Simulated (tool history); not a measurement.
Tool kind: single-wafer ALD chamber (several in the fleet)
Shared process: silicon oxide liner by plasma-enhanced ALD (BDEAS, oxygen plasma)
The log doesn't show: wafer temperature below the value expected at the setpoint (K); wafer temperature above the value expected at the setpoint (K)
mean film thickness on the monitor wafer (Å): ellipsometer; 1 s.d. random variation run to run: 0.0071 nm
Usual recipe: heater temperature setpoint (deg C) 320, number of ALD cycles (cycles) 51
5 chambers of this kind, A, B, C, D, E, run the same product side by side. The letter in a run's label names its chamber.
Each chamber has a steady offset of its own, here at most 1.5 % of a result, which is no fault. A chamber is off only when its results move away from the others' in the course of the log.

run	hour	heater temperature setpoint (deg C)	number of ALD cycles (cycles)	hours since the last thermocouple change	read-back reference wafer on the same gauge, thickness_nm	mean film thickness on the monitor wafer (Å)
1B	7.2	320	51	749.8	4.4106	45.82
2E	15.1	320	51	1792.5	4.4129	46.251
3A	20.8	320	51	74.7	4.4122	46.679
4D	27.5	320	51	330.6	4.4149	45.651
5C	33.6	312	51	850.5	4.4135	46.341
6C	41.6	312	51	858.5	4.4159	46.38
7A	46.8	312	51	100.7	4.417	47.133
8E	54	312	51	1831.4	4.4163	46.632
9B	57.9	312	51	800.5	4.4178	46.445
10D	63.9	320	51	367	4.4168	45.646
11B	69.1	320	51	811.7	4.4202	46.068
12C	72.9	320	51	889.8	4.4184	45.964
13E	79.5	320	51	1856.9	4.4186	46.238
14D	85.3	320	51	388.4	4.4198	45.655
15A	92.2	320	51	146.1	4.4221	46.561
16A	95.9	320	51	149.8	4.4208	46.513
17E	100.1	320	51	1877.5	4.4209	46.207
18D	104.4	320	51	407.5	4.4227	45.665
19C	110.8	320	51	927.7	4.424	46.089
20B	119	320	51	861.6	4.4244	46.158
21B	125.9	320	44	868.5	4.4255	39.701
22D	131.3	320	44	434.4	4.4228	39.357
23C	137.3	320	44	954.2	4.4275	39.754
24E	145.7	320	44	1923.1	4.4276	39.965
25A	152.9	320	44	206.8	4.4273	40.248
26D	156.6	327	46	459.7	4.428	40.781
27B	161.2	327	46	903.8	4.4288	41.334
28E	166.8	327	46	1944.2	4.4312	41.301
29A	174.8	327	46	228.7	4.4326	41.711
30C	181.3	327	46	998.2	4.4328	41.092
31B	188.3	320	51	930.9	4.432	46.131
32C	195.9	320	51	1012.8	4.4334	46.207
33A	201.9	320	51	255.8	4.4351	46.787
34E	209.4	320	51	1986.8	4.4351	46.473
35D	216.9	320	51	520	4.4366	45.749
36C	220.9	325	51	1037.8	4.4359	45.826
37A	224.6	325	51	278.5	4.4365	46.556

Which is it: a chamber that has drifted or been left off by a service, a gauge drift common to all chambers, or only each chamber's usual small offset? If a chamber is off, name it and its likeliest cause.

The shared gauge is drifting. All chambers look as if they move in step, but none is off.
What lies behind it: gauge reads high (%) = 0.629.

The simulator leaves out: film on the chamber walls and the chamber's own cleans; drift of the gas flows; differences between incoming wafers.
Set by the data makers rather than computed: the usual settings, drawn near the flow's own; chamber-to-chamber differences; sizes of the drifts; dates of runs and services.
